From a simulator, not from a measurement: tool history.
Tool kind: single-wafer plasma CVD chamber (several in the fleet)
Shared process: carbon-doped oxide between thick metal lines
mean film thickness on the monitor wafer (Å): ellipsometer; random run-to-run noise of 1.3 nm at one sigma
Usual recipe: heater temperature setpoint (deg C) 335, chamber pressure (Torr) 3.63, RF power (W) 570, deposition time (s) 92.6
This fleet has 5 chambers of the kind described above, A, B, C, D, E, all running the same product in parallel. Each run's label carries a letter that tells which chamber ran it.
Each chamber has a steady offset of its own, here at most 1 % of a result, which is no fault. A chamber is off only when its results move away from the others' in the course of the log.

| run | hour | heater temperature setpoint (deg C) | chamber pressure (Torr) | RF power (W) | deposition time (s) | read-back reference wafer on the same gauge, thickness_nm | mean film thickness on the monitor wafer (Å) |
|---|---|---|---|---|---|---|---|
| 1A | 5.5 | 335 | 3.63 | 570 | 92.6 | 446.84 | 5007 |
| 2D | 8.2 | 335 | 3.63 | 570 | 92.6 | 447.06 | 5038 |
| 3E | 12.8 | 335 | 3.63 | 570 | 92.6 | 446.78 | 5031.1 |
| 4C | 15.9 | 335 | 3.63 | 570 | 92.6 | 446.62 | 5061.6 |
| 5B | 19.7 | 335 | 3.63 | 570 | 92.6 | 446.87 | 5005.7 |
| 6D | 22.4 | 335 | 3.63 | 570 | 92.6 | 446.92 | 4991.6 |
| 7A | 25.7 | 335 | 3.63 | 570 | 92.6 | 447.1 | 5005.7 |
| 8B | 31.1 | 335 | 3.63 | 570 | 92.6 | 447.02 | 4979.1 |
| 9E | 36.3 | 335 | 3.63 | 570 | 92.6 | 447.25 | 5068 |
| 10C | 42.1 | 335 | 3.63 | 470 | 79 | 446.99 | 3820.1 |
| 11D | 45.7 | 335 | 3.63 | 470 | 79 | 447.11 | 3831 |
| 12C | 50.7 | 335 | 3.63 | 470 | 79 | 447.23 | 3836.3 |
| 13A | 56.6 | 335 | 3.63 | 470 | 79 | 447.02 | 3760.8 |
| 14B | 62.2 | 335 | 3.63 | 470 | 79 | 447.19 | 3788.8 |
| 15E | 64.9 | 335 | 3.63 | 570 | 92.6 | 446.63 | 5047.1 |
| 16D | 68.6 | 335 | 3.63 | 570 | 92.6 | 446.91 | 5022.9 |
| 17C | 71.6 | 335 | 3.63 | 570 | 92.6 | 446.86 | 5032.9 |
| 18A | 77.1 | 335 | 3.63 | 570 | 92.6 | 447.18 | 4999.9 |
| 19B | 80.7 | 335 | 3.63 | 570 | 92.6 | 447.21 | 5027.1 |
| 20E | 85.4 | 335 | 3.63 | 570 | 92.6 | 446.93 | 5050 |
| 21D | 90.6 | 335 | 3.63 | 570 | 92.6 | 446.97 | 5028.7 |
| 22A | 95.7 | 335 | 3.63 | 570 | 92.6 | 446.98 | 4984.5 |
| 23E | 98.5 | 335 | 3.63 | 570 | 92.6 | 446.76 | 5039.1 |
| 24B | 101.6 | 335 | 3.63 | 570 | 92.6 | 447.08 | 5013 |
| 25C | 107.5 | 335 | 3.63 | 570 | 92.6 | 447.01 | 5040.4 |
| 26D | 111.3 | 335 | 3.63 | 570 | 92.6 | 447.29 | 5029 |
| 27B | 117.2 | 335 | 3.63 | 490 | 92.6 | 447.17 | 4564.7 |
| 28C | 121.3 | 335 | 3.63 | 490 | 92.6 | 446.97 | 4621.2 |
| 29A | 125.3 | 335 | 3.63 | 490 | 92.6 | 446.98 | 4543.5 |
|  | 127.8 | chamber C: RF generator calibrated |
| 30E | 128.9 | 335 | 3.63 | 490 | 92.6 | 446.99 | 4507.3 |
| 31E | 134 | 335 | 3.63 | 490 | 92.6 | 447.18 | 4525 |
| 32D | 137.4 | 335 | 3.63 | 465 | 108.5 | 447.03 | 5199.6 |
| 33A | 143 | 335 | 3.63 | 465 | 108.5 | 447.06 | 5127.8 |
| 34C | 148.3 | 335 | 3.63 | 465 | 108.5 | 447.14 | 5257.6 |
| 35B | 153.6 | 335 | 3.63 | 465 | 108.5 | 446.89 | 5194.1 |
| 36E | 158.9 | 335 | 3.63 | 465 | 108.5 | 446.91 | 5071.5 |
| 37C | 163.9 | 335 | 3.63 | 570 | 92.6 | 447.17 | 5066.3 |
| 38A | 168.1 | 335 | 3.63 | 570 | 92.6 | 447.32 | 5017.2 |
| 39B | 171.3 | 335 | 3.63 | 570 | 92.6 | 447.08 | 5026.4 |
| 40D | 177 | 335 | 3.63 | 570 | 92.6 | 446.81 | 5025.9 |
| 41D | 182.5 | 335 | 3.63 | 570 | 92.6 | 446.86 | 5037.8 |
| 42C | 187.4 | 335 | 3.63 | 570 | 92.6 | 446.64 | 5052.3 |
| 43B | 190.2 | 335 | 3.63 | 570 | 92.6 | 447.28 | 5007.4 |

Is one chamber off against the others, does the gauge drift, or is nothing wrong? If a chamber is off, say which, and what the likeliest cause is.

One chamber, E, drifts off from the rest bit by bit.
Most likely cause: delivered RF power below the setpoint (%) = 4.47.

Which of the 4 candidates below, each the usual settings with something changed and its results left as question marks, puts chamber E back in line with what the other chambers give on the usual settings?
Counts as in line when no further than this from what the other chambers average on the usual settings: mean film thickness on the monitor wafer (Å) 45
| 44E-1 | 194.6 | 335 | 3.63 | 570 | 92 |  | ? |
| 44E-2 | 194.6 | 335 | 3.62 | 565 | 91.1 |  | ? |
| 44E-3 | 194.6 | 335 | 3.65 | 570 | 94.6 |  | ? |
| 44E-4 | 194.6 | 335 | 3.63 | 570 | 93.2 |  | ? |

Average result of the remaining chambers running the usual settings: mean film thickness on the monitor wafer (Å) 5025.4
| run | mean film thickness on the monitor wafer (Å) |
|---|---|
| 44E-1 | 4874.6 |
| 44E-2 | 4798.8 |
| 44E-3 | 5014.9 |
| 44E-4 | 4937.8 |
With 44E-3, the chamber falls back in line with the rest.
